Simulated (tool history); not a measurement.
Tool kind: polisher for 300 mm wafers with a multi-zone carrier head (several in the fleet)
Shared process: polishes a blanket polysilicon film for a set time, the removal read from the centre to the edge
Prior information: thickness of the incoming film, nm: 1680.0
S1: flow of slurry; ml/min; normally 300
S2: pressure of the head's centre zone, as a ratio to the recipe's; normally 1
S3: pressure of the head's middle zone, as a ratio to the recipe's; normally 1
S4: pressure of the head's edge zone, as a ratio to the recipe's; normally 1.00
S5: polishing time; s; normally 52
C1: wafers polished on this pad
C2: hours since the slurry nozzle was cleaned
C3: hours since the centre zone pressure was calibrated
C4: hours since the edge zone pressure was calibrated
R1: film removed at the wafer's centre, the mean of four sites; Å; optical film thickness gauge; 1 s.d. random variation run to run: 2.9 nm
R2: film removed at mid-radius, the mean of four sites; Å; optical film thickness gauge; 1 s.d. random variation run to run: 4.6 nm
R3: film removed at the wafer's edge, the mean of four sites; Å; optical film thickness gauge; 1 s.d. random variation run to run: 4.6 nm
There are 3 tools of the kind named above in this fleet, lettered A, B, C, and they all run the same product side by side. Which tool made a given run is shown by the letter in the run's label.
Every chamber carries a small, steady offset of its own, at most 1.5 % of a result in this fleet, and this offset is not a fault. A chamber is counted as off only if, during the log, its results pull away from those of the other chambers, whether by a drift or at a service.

| run | hour | S1 | S2 | S3 | S4 | S5 | C1 | C2 | C3 | C4 | R1 | R2 | R3 |
|---|---|---|---|---|---|---|---|---|---|---|---|---|---|
| 1B | 3.1 | 300 | 1 | 1 | 1.00 | 52 | 422 | 126.4 | 452.6 | 296.6 | 4521.6 | 4555.5 | 4589.0 |
| 2A | 7.1 | 300 | 1 | 1 | 1.00 | 52 | 211 | 85.1 | 169.5 | 209.4 | 4459.3 | 4484.5 | 4570.2 |
| 3C | 11.9 | 300 | 1 | 1 | 1.00 | 52 | 127 | 557.3 | 177.5 | 243.2 | 4428.7 | 4425.2 | 4449.4 |
| 4A | 16.9 | 300 | 1 | 1 | 1.00 | 52 | 289 | 94.9 | 179.3 | 219.2 | 4515.5 | 4565.5 | 4493.8 |
| 5C | 20.0 | 300 | 1 | 1 | 1.00 | 52 | 191 | 565.4 | 185.6 | 251.3 | 4438.2 | 4403.8 | 4543.1 |
| 6B | 25.2 | 300 | 1 | 1 | 1.00 | 52 | 597 | 148.5 | 474.7 | 318.7 | 4495.1 | 4516.1 | 4504.2 |
| 7A | 31.9 | 300 | 1 | 1 | 1.00 | 52 | 407 | 109.9 | 194.3 | 234.2 | 4460.1 | 4446.7 | 4512.3 |
| 8C | 37.5 | 300 | 1 | 1 | 1.00 | 52 | 329 | 582.9 | 203.1 | 268.8 | 4456.0 | 4489.3 | 4539.8 |
| 9B | 43.3 | 300 | 1 | 1 | 1.00 | 52 | 740 | 166.6 | 492.8 | 336.8 | 4483.1 | 4525.4 | 4526.5 |
| 10A | 48.1 | 300 | 1 | 1 | 1.00 | 52 | 535 | 126.1 | 210.5 | 250.4 | 4564.4 | 4563.8 | 4575.9 |
| 11C | 54.3 | 300 | 1 | 1 | 1.00 | 52 | 461 | 599.7 | 219.9 | 285.6 | 4446.3 | 4430.9 | 4450.7 |
| 12B | 58.3 | 300 | 1 | 1 | 1.00 | 52 | 858 | 181.6 | 507.8 | 351.8 | 4498.4 | 4513.1 | 4512.5 |
| 13B | 62.6 | 300 | 1 | 1 | 0.92 | 67 | 892 | 185.9 | 512.1 | 356.1 | 5808.2 | 5946.5 | 5642.9 |
|  | 68.0 | chamber C: worn pad replaced by a new one |
| 14A | 68.8 | 300 | 1 | 1 | 0.92 | 67 | 699 | 146.8 | 231.2 | 271.1 | 5766.1 | 5734.9 | 5602.3 |
| 15C | 72.5 | 300 | 1 | 1 | 0.92 | 67 | 36 | 617.9 | 238.1 | 303.8 | 5690.1 | 5729.8 | 5467.9 |
| 16C | 75.5 | 300 | 1 | 1 | 1.00 | 52 | 59 | 620.9 | 241.1 | 306.8 | 4461.4 | 4419.3 | 4407.5 |
| 17A | 80.6 | 300 | 1 | 1 | 1.00 | 52 | 792 | 158.6 | 243.0 | 282.9 | 4447.4 | 4433.9 | 4407.0 |
| 18B | 87.2 | 300 | 1 | 1 | 1.00 | 52 | 1086 | 210.5 | 536.7 | 380.7 | 4537.9 | 4539.7 | 4583.2 |
| 19B | 91.6 | 300 | 1 | 1 | 1.00 | 52 | 1121 | 214.9 | 541.1 | 385.1 | 4504.7 | 4540.0 | 4497.7 |
| 20A | 98.3 | 300 | 1 | 1 | 1.00 | 52 | 932 | 176.3 | 260.7 | 300.6 | 4326.6 | 4390.6 | 4375.0 |
|  | 98.4 | chamber A: edge zone pressure recalibrated |
| 21C | 104.4 | 300 | 1 | 1 | 1.00 | 52 | 288 | 649.8 | 270.0 | 335.7 | 4432.9 | 4478.9 | 4513.6 |
| 22A | 109.6 | 300 | 1 | 1 | 1.00 | 52 | 1021 | 187.6 | 272.0 | 11.3 | 4365.3 | 4334.4 | 4433.6 |
| 23B | 115.0 | 300 | 1 | 1 | 1.00 | 52 | 1306 | 238.3 | 564.5 | 408.5 | 4471.4 | 4505.0 | 4506.5 |
|  | 118.7 | chamber B: worn pad replaced by a new one |
| 24C | 119.6 | 300 | 1 | 1 | 0.89 | 52 | 408 | 665.0 | 285.2 | 350.9 | 4426.4 | 4495.6 | 4275.2 |
| 25B | 122.7 | 300 | 1 | 1 | 0.89 | 52 | 32 | 246.0 | 572.2 | 416.2 | 4506.2 | 4528.8 | 4204.4 |
| 26C | 127.9 | 300 | 1 | 1 | 0.89 | 52 | 473 | 673.3 | 293.5 | 359.2 | 4508.9 | 4455.0 | 4200.1 |
|  | 130.2 | chamber C: worn pad replaced by a new one |
| 27A | 134.1 | 300 | 1 | 1 | 1.00 | 52 | 1214 | 212.1 | 296.5 | 35.8 | 4275.0 | 4249.7 | 4318.0 |
| 28A | 140.4 | 215 | 1 | 1 | 0.89 | 52 | 1264 | 218.4 | 302.8 | 42.1 | 4045.4 | 4105.4 | 3814.6 |
| 29C | 146.0 | 215 | 1 | 1 | 0.89 | 52 | 124 | 691.4 | 311.6 | 377.3 | 4252.1 | 4396.4 | 4099.5 |
| 30B | 149.8 | 215 | 1 | 1 | 0.89 | 52 | 246 | 273.1 | 599.3 | 443.3 | 4287.0 | 4324.8 | 4167.0 |
| 31B | 153.8 | 300 | 1 | 1 | 1.00 | 52 | 277 | 277.1 | 603.3 | 447.3 | 4515.8 | 4477.3 | 4479.9 |

Read the log: is a single chamber off, either drifting away or since a service, is the gauge that measures every chamber drifting, or is nothing wrong beyond small per-chamber offsets? Name any odd chamber and what most likely caused it.

It is chamber A that slowly wanders off from its peers.
What lies behind it: removal rate lost through wear of the pad, % = 6.7.
From this log alone, it may not be told apart from: slurry flow missing at the pad, %.

Here are 4 candidates for chamber A's next run, each the usual settings with a change, their results left as question marks. Which one brings its results back in line with what the others give on the usual settings?
Allowed miss from the other chambers' usual-settings mean, per result, to count as in line: R1 100.0 Å; R2 160.0 Å; R3 160.0 Å
| 32A-1 | 158.7 | 300 | 1 | 1.00 | 1.00 | 53 |  |  |  |  | ? | ? | ? |
| 32A-2 | 158.7 | 300 | 1 | 0.99 | 1.00 | 49 |  |  |  |  | ? | ? | ? |
| 32A-3 | 158.7 | 300 | 1 | 1.00 | 1.00 | 51 |  |  |  |  | ? | ? | ? |
| 32A-4 | 158.7 | 300 | 1 | 1.01 | 1.00 | 55 |  |  |  |  | ? | ? | ? |

Mean of the other chambers on the usual settings: R1 4480.7 Å; R2 4503.1 Å; R3 4491.2 Å
| run | R1 | R2 | R3 |
|---|---|---|---|
| 32A-1 | 4293.4 | 4301.4 | 4281.8 |
| 32A-2 | 3969.0 | 3940.6 | 3959.2 |
| 32A-3 | 4131.4 | 4139.1 | 4120.2 |
| 32A-4 | 4455.7 | 4504.3 | 4442.7 |
Change 32A-4 lands the chamber within the allowed miss of the other chambers.
